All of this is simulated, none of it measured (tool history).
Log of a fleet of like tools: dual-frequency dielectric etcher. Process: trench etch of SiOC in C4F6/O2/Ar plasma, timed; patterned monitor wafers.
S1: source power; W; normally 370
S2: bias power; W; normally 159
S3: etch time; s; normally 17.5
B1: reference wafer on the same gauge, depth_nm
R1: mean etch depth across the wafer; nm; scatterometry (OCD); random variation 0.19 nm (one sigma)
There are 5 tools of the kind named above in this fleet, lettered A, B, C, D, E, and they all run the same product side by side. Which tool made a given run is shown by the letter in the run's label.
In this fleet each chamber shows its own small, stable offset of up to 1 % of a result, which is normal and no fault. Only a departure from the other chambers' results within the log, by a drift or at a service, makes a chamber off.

{"run": "1D", "hour": 5.7, "S1": 370, "S2": 159, "S3": 17.5, "B1": 29.924, "R1": 33.851}
{"run": "2B", "hour": 11.1, "S1": 370, "S2": 159, "S3": 17.5, "B1": 29.849, "R1": 33.638}
{"run": "3C", "hour": 14.6, "S1": 370, "S2": 159, "S3": 17.5, "B1": 29.88, "R1": 34.17}
{"run": "4A", "hour": 18.6, "S1": 370, "S2": 159, "S3": 17.5, "B1": 29.904, "R1": 34.207}
{"run": "5E", "hour": 25.1, "S1": 370, "S2": 159, "S3": 17.5, "B1": 29.891, "R1": 33.901}
{"run": "6E", "hour": 29.2, "S1": 370, "S2": 159, "S3": 17.5, "B1": 29.876, "R1": 34.012}
{"run": "7C", "hour": 32.3, "S1": 370, "S2": 159, "S3": 17.5, "B1": 29.911, "R1": 34.012}
{"run": "8D", "hour": 37.3, "S1": 370, "S2": 159, "S3": 17.5, "B1": 29.895, "R1": 33.925}
{"run": "9B", "hour": 40.8, "S1": 370, "S2": 159, "S3": 17.5, "B1": 29.921, "R1": 33.784}
{"run": "10A", "hour": 46.9, "S1": 370, "S2": 195, "S3": 17.5, "B1": 29.924, "R1": 35.942}
{"run": "11D", "hour": 51.2, "S1": 370, "S2": 195, "S3": 17.5, "B1": 29.891, "R1": 36.27}
{"run": "12E", "hour": 57.9, "S1": 370, "S2": 195, "S3": 17.5, "B1": 29.917, "R1": 35.878}
{"run": "13B", "hour": 63.5, "S1": 370, "S2": 195, "S3": 17.5, "B1": 29.897, "R1": 35.801}
{"hour": 65.7, "done": "chamber B: wet clean of the chamber"}
{"run": "14A", "hour": 67.1, "S1": 370, "S2": 195, "S3": 17.5, "B1": 29.895, "R1": 36.485}
{"run": "15C", "hour": 73.4, "S1": 370, "S2": 159, "S3": 17.5, "B1": 29.858, "R1": 33.788}
{"run": "16B", "hour": 79.7, "S1": 370, "S2": 159, "S3": 17.5, "B1": 29.903, "R1": 33.291}
{"run": "17D", "hour": 84.0, "S1": 370, "S2": 159, "S3": 17.5, "B1": 29.901, "R1": 33.872}
{"run": "18C", "hour": 87.7, "S1": 370, "S2": 159, "S3": 17.5, "B1": 29.878, "R1": 34.108}
{"run": "19E", "hour": 91.6, "S1": 370, "S2": 159, "S3": 17.5, "B1": 29.932, "R1": 34.549}
{"run": "20A", "hour": 95.2, "S1": 370, "S2": 159, "S3": 17.5, "B1": 29.904, "R1": 34.205}
{"run": "21A", "hour": 100.3, "S1": 370, "S2": 159, "S3": 17.5, "B1": 29.844, "R1": 34.098}
{"run": "22B", "hour": 105.7, "S1": 370, "S2": 159, "S3": 17.5, "B1": 29.868, "R1": 33.826}
{"run": "23D", "hour": 109.4, "S1": 370, "S2": 159, "S3": 17.5, "B1": 29.899, "R1": 33.852}
{"run": "24E", "hour": 113.5, "S1": 370, "S2": 159, "S3": 17.5, "B1": 29.905, "R1": 34.751}
{"run": "25C", "hour": 117.7, "S1": 370, "S2": 159, "S3": 17.5, "B1": 29.897, "R1": 34.111}
{"hour": 121.7, "done": "chamber A: wet clean of the chamber"}
{"run": "26B", "hour": 124.3, "S1": 370, "S2": 159, "S3": 17.5, "B1": 29.919, "R1": 33.337}
{"run": "27D", "hour": 128.3, "S1": 370, "S2": 159, "S3": 17.5, "B1": 29.898, "R1": 34.044}
{"run": "28E", "hour": 131.7, "S1": 370, "S2": 159, "S3": 17.5, "B1": 29.892, "R1": 35.011}
{"run": "29A", "hour": 137.9, "S1": 370, "S2": 159, "S3": 17.5, "B1": 29.886, "R1": 34.369}
{"run": "30C", "hour": 141.5, "S1": 420, "S2": 159, "S3": 17.5, "B1": 29.944, "R1": 35.204}
{"run": "31D", "hour": 147.8, "S1": 420, "S2": 159, "S3": 17.5, "B1": 29.94, "R1": 35.44}
{"run": "32B", "hour": 152.7, "S1": 420, "S2": 159, "S3": 17.5, "B1": 29.848, "R1": 35.626}
{"run": "33C", "hour": 158.8, "S1": 420, "S2": 159, "S3": 17.5, "B1": 29.93, "R1": 35.235}
{"run": "34E", "hour": 165.1, "S1": 420, "S2": 159, "S3": 17.5, "B1": 29.876, "R1": 37.169}
{"run": "35A", "hour": 170.6, "S1": 370, "S2": 159, "S3": 17.5, "B1": 29.919, "R1": 33.875}
{"run": "36E", "hour": 175.7, "S1": 370, "S2": 159, "S3": 17.5, "B1": 29.878, "R1": 35.94}
{"run": "37A", "hour": 179.9, "S1": 370, "S2": 159, "S3": 17.5, "B1": 29.878, "R1": 33.928}
{"run": "38C", "hour": 182.8, "S1": 370, "S2": 159, "S3": 17.5, "B1": 29.946, "R1": 34.119}
{"run": "39B", "hour": 187.3, "S1": 370, "S2": 159, "S3": 17.5, "B1": 29.897, "R1": 33.471}

Is one chamber off against the others, does the gauge drift, or is nothing wrong? If a chamber is off, say which, and what the likeliest cause is.

Little by little, chamber E moves away from the other chambers.
Cause: etch rate over this chamber's usual, % = 5.17.

Here are 4 candidates for chamber E's next run, each the usual settings with a change, their results left as question marks. Which one brings its results back in line with what the others give on the usual settings?
Counts as in line when no further than this from what the other chambers average on the usual settings: R1 0.650 nm
{"run": "40E-1", "hour": 192.1, "S1": 370, "S2": 204, "S3": 17.5, "R1": "?"}
{"run": "40E-2", "hour": 192.1, "S1": 370, "S2": 120, "S3": 17.5, "R1": "?"}
{"run": "40E-3", "hour": 192.1, "S1": 370, "S2": 159, "S3": 18.5, "R1": "?"}
{"run": "40E-4", "hour": 192.1, "S1": 340, "S2": 148, "S3": 17.5, "R1": "?"}

On the usual settings, the other chambers give on average: R1 33.920 nm
run=40E-1 R1=38.518
run=40E-2 R1=32.791
run=40E-3 R1=37.658
run=40E-4 R1=33.730
The right change is 40E-4: it brings the chamber back within the allowed miss of the others.
